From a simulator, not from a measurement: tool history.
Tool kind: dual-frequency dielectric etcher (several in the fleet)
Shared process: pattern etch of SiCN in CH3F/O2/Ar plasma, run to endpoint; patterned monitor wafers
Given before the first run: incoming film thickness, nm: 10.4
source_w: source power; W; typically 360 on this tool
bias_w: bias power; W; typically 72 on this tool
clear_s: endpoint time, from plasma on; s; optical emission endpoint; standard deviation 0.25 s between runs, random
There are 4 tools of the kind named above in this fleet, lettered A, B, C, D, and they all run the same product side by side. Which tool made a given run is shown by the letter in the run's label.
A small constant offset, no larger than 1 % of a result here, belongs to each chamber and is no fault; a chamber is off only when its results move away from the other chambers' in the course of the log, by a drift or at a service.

run	hour	source_w	bias_w	clear_s
1D	2.2	360	72	29.413
2B	5.3	360	72	29.167
3A	8.8	360	72	28.692
4C	11.5	360	72	29.133
5A	14.8	290	72	31.031
6C	18.0	290	72	31.658
7B	20.8	290	72	31.660
8D	23.1	290	72	31.607
9D	26.4	360	72	29.195
10A	29.7	390	72	27.928
11B	32.8	390	72	28.175
12C	35.1	390	72	28.147
13D	37.4	390	72	28.078
14C	41.6	360	72	29.608
# hour 43.2: chamber C: wet clean of the chamber
15A	43.9	360	72	28.533
16B	46.4	360	72	29.091
17C	49.8	360	72	27.828
18D	53.0	360	72	28.598
19B	56.3	360	72	28.748
20A	58.6	360	72	28.442
21B	61.6	430	88	25.448
22C	63.5	430	88	24.003
23A	67.5	430	88	25.025
24D	69.5	430	88	25.851
25A	71.3	360	72	28.566
26B	75.2	360	72	29.474
27D	77.2	360	72	29.328
28C	80.8	360	72	27.520
29B	83.7	360	72	29.019
30D	87.9	360	72	28.792
31A	90.5	320	61	32.052
32C	92.9	320	61	30.839
33D	96.6	320	61	31.788
34B	99.1	320	61	32.579
35C	101.7	360	72	28.108
# hour 105.4: chamber D: wet clean of the chamber
36A	105.9	360	72	28.539
37C	109.6	320	57	31.594
38A	113.0	320	57	32.359
39D	115.9	320	57	33.079
40B	118.8	320	57	33.358
41B	122.4	360	72	29.263
42D	124.3	360	72	29.369

The same settings go to every chamber for the next run, one line per chamber below. Forecast the results for each:
43A	127.3	390	72	?
43B	127.3	390	72	?
43C	127.3	390	72	?
43D	127.3	390	72	?

run	clear_s
43A	27.805
43B	28.352
43C	26.937
43D	28.360

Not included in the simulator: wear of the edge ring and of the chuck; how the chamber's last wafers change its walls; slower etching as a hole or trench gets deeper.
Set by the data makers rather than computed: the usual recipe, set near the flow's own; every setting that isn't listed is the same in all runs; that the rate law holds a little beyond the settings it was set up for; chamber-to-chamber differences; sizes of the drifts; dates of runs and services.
